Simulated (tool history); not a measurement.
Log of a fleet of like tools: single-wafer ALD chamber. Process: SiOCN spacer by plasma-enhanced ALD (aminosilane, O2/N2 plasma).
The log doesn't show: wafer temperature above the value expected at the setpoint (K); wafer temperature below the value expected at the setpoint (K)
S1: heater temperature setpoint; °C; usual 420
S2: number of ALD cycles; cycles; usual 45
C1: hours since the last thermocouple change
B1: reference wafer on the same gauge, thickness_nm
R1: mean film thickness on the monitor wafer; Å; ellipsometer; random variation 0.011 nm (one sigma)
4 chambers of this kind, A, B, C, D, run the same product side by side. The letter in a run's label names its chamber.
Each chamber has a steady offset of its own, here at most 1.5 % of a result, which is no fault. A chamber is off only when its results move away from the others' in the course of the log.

run   hour   S1  S2      C1      B1      R1
 1D    4.5  420  45  1874.5  2.3424  25.338
 2C   11.6  420  45   779.5  2.3378  25.556
 3B   16.4  420  45   112.1  2.3379  25.456
 4A   23.8  420  45   192.2  2.3408  25.521
 5D   31.2  420  45  1901.2  2.3403  25.242
 6C   39.7  432  49   807.6  2.3411  26.744
 7B   43.9  432  49   139.6  2.3398  26.663
 8A   49.9  432  49   218.3  2.3393  26.785
 9C   55.8  432  49   823.7   2.339  26.852
10A   64.9  433  48   233.3  2.3392  26.278
11D   69.3  433  48  1939.3  2.3404  25.855
12B   77.6  433  48   173.3  2.3361  26.231
13A   83.9  433  48   252.3  2.3419  26.085
14B   92.1  420  38   187.8  2.3426  21.589
15D   99.7  420  38  1969.7  2.3381  21.217
16C    104  420  38   871.9   2.342  21.554
17D    112  420  38    1982  2.3433  21.351
18A  118.5  420  45   286.9  2.3423   25.49
19B  124.1  420  45   219.8  2.3377  25.632
20C  131.6  420  45   899.5  2.3396  25.514
21C  136.6  420  45   904.5  2.3418  25.582
22D  141.6  420  45  2011.6    2.34   25.24
23A  146.4  420  45   314.8  2.3415  25.655
24B    154  409  39   249.7  2.3395  22.918
25B  158.6  409  39   254.3  2.3385  22.866
26D  162.7  409  39  2032.7   2.341  22.493
27A  168.6  409  39     337  2.3424  22.915
28C  177.2  420  45   945.1  2.3409  25.518
29B    183  420  45   278.7  2.3384  25.665
30D  191.7  420  45  2061.7  2.3405  25.183
31C    196  420  45   963.9  2.3416  25.575
32A  201.1  420  45   369.5  2.3392  25.605
33C  210.3  420  45   978.2  2.3405   25.56
34B  217.1  420  45   312.8  2.3405  25.377
35A  226.2  411  40   394.6   2.339  23.245
36D    232  411  40    2102  2.3389   22.91
37A  240.5  411  40   408.9  2.3438  23.316
38B  246.9  411  40   342.6  2.3414  23.555
39C  255.8  420  45  1023.7  2.3386  25.493

Is one chamber off against the others, does the gauge drift, or is nothing wrong? If a chamber is off, say which, and what the likeliest cause is.

No chamber stands off beyond its own small offset, and the gauge holds steady.
